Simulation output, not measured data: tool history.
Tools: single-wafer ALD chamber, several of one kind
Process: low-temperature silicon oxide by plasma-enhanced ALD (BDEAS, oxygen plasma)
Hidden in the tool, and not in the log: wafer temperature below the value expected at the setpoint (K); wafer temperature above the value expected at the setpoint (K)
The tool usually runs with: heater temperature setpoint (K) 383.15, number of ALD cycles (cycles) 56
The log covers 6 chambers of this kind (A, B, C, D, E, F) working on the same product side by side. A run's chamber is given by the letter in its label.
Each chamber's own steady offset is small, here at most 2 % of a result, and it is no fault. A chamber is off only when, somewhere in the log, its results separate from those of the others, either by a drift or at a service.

| run | hour | heater temperature setpoint (K) | number of ALD cycles (cycles) | hours since the last thermocouple change | read-back reference wafer on the same gauge, thickness_nm | mean film thickness on the monitor wafer (nm) |
|---|---|---|---|---|---|---|
| 1E | 6.7 | 383.15 | 56 | 1206.7 | 8.0674 | 7.9724 |
| 2C | 14.9 | 383.15 | 56 | 273.6 | 8.0731 | 7.8963 |
| 3A | 24.8 | 383.15 | 56 | 786.5 | 8.0681 | 7.8355 |
| 4F | 36.3 | 383.15 | 56 | 794.9 | 8.0713 | 7.8552 |
| 5D | 43.5 | 383.15 | 56 | 1042.8 | 8.07 | 7.8374 |
| 6B | 54.4 | 383.15 | 56 | 907.2 | 8.071 | 7.8376 |
| 7F | 64.9 | 383.15 | 67 | 823.5 | 8.0746 | 9.4356 |
| 8A | 72.2 | 383.15 | 67 | 833.9 | 8.0684 | 9.4038 |
| 9D | 79.8 | 383.15 | 67 | 1079.1 | 8.0689 | 9.3906 |
| 10E | 88.5 | 383.15 | 67 | 1288.5 | 8.0668 | 9.5241 |
| 11C | 101 | 383.15 | 67 | 359.7 | 8.0711 | 9.4232 |
| 12B | 108.3 | 383.15 | 67 | 961.1 | 8.0707 | 9.3954 |
|  | 110.9 | chamber E: thermocouple changed; heater temperature recalibrated |
| 13C | 119.4 | 383.15 | 56 | 378.1 | 8.0676 | 7.8772 |
| 14B | 128.7 | 383.15 | 56 | 981.5 | 8.0717 | 7.8428 |
| 15D | 138.5 | 383.15 | 56 | 1137.8 | 8.0679 | 7.8695 |
| 16E | 150.7 | 376.15 | 56 | 39.8 | 8.0645 | 8.1285 |
| 17F | 163.5 | 376.15 | 56 | 922.1 | 8.075 | 7.9812 |
| 18A | 171.3 | 376.15 | 56 | 933 | 8.0712 | 7.9983 |
| 19F | 180.1 | 376.15 | 56 | 938.7 | 8.0703 | 7.9462 |
| 20B | 192.7 | 376.15 | 56 | 1045.5 | 8.0707 | 7.954 |
| 21C | 204.3 | 376.15 | 56 | 463 | 8.0735 | 7.9889 |
| 22A | 217.3 | 383.15 | 56 | 979 | 8.066 | 7.8662 |
| 23D | 223.9 | 383.15 | 56 | 1223.2 | 8.0671 | 7.837 |
| 24E | 237.3 | 383.15 | 56 | 126.4 | 8.0638 | 7.9959 |
| 25D | 248.9 | 383.15 | 56 | 1248.2 | 8.0673 | 7.8541 |
| 26F | 261 | 383.15 | 56 | 1019.6 | 8.0654 | 7.853 |
| 27C | 270.4 | 383.15 | 56 | 529.1 | 8.0721 | 7.8916 |
| 28B | 278.2 | 383.15 | 56 | 1131 | 8.0741 | 7.8538 |
| 29A | 288.3 | 383.15 | 56 | 1050 | 8.0703 | 7.8712 |
| 30E | 298.9 | 383.15 | 56 | 188 | 8.0714 | 7.9764 |
| 31F | 311 | 383.15 | 56 | 1069.6 | 8.0683 | 7.8886 |
| 32C | 320.9 | 383.15 | 56 | 579.6 | 8.0656 | 7.8516 |
| 33B | 329.1 | 383.15 | 56 | 1181.9 | 8.0724 | 7.8772 |
| 34E | 335.1 | 383.15 | 56 | 224.2 | 8.0708 | 7.9904 |
| 35A | 342.6 | 383.15 | 56 | 1104.3 | 8.0764 | 7.9165 |
| 36D | 354.5 | 383.15 | 56 | 1353.8 | 8.0723 | 7.8114 |

Next, every chamber runs the same settings. What will each give?
| 37A | 364.2 | 390.15 | 56 |  |  | ? |
| 37B | 364.2 | 390.15 | 56 |  |  | ? |
| 37C | 364.2 | 390.15 | 56 |  |  | ? |
| 37D | 364.2 | 390.15 | 56 |  |  | ? |
| 37E | 364.2 | 390.15 | 56 |  |  | ? |
| 37F | 364.2 | 390.15 | 56 |  |  | ? |

| run | mean film thickness on the monitor wafer (nm) |
|---|---|
| 37A | 7.736 |
| 37B | 7.7754 |
| 37C | 7.7901 |
| 37D | 7.7308 |
| 37E | 7.8698 |
| 37F | 7.7891 |

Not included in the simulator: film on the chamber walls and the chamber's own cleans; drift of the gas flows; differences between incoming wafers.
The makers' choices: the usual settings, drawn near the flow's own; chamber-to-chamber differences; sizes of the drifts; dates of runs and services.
